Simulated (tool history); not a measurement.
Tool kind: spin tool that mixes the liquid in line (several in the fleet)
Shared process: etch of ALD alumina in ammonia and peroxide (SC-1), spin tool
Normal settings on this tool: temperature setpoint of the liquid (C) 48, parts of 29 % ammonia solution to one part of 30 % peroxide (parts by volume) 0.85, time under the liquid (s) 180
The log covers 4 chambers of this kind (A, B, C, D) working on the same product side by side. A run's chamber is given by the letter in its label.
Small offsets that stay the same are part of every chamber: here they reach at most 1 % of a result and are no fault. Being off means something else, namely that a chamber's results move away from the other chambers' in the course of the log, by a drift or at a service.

run	hour	temperature setpoint of the liquid (C)	parts of 29 % ammonia solution to one part of 30 % peroxide (parts by volume)	time under the liquid (s)	read-back film thickness of the ALD alumina reference wafer, read on the same gauge (nm)	thickness taken off the ALD alumina on a monitor wafer (Å)
1C	4.9	48	0.85	180	60.037	83.608
2B	9.0	48	0.85	180	60.000	83.604
3D	14.5	48	0.85	180	59.994	84.045
4A	17.1	48	0.85	180	59.992	82.590
5C	22.7	48	0.85	180	60.010	82.867
6D	28.0	48	0.85	180	59.978	83.103
7A	32.4	48	0.85	180	60.041	83.103
8B	36.7	48	0.85	180	60.013	83.612
9A	41.7	48	0.85	180	60.008	83.962
10C	45.0	48	0.85	180	60.013	83.917
11D	49.7	48	0.85	180	60.007	83.350
12B	52.5	48	1.00	180	60.020	85.962
13A	57.2	48	1.00	180	60.016	84.836
# hour 61.4: chamber D: new drum of ammonia solution connected
14D	62.9	48	1.00	180	59.997	84.486
15B	67.8	48	1.00	180	59.977	83.409
16C	70.5	48	0.85	180	59.987	84.498
# hour 72.2: chamber C: heated supply line repaired
17B	73.7	48	0.85	180	60.006	84.447
18A	77.4	48	0.85	180	59.965	84.486
# hour 78.9: chamber B: ammonia flow meter replaced
19C	80.9	48	1.20	180	60.000	86.090
20D	86.5	48	1.20	180	60.010	86.273
21C	89.5	48	1.20	180	59.997	86.754
22B	93.3	48	1.20	180	59.999	87.058
# hour 97.9: chamber C: new drum of ammonia solution connected
23D	98.5	48	0.85	180	60.020	83.179
24A	103.8	48	0.85	180	59.995	82.670
25B	108.7	48	0.85	180	60.019	82.898
26C	113.9	48	0.85	180	60.004	82.878
27D	117.6	48	0.85	180	59.983	83.531
28A	123.3	48	0.65	230	59.983	102.890
29B	125.8	48	0.65	230	60.042	103.720
30A	130.9	48	0.65	230	59.998	104.100
31C	134.3	48	0.65	230	60.019	102.920
32D	139.1	48	0.85	180	60.031	84.355
33B	144.1	48	0.65	145	60.037	66.201

For the next run the whole fleet of 4 chambers uses the same settings. Give each chamber's results:
34A	148.2	55	0.85	180		?
34B	148.2	55	0.85	180		?
34C	148.2	55	0.85	180		?
34D	148.2	55	0.85	180		?

run	thickness taken off the ALD alumina on a monitor wafer (Å)
34A	122.240
34B	122.190
34C	120.360
34D	122.690
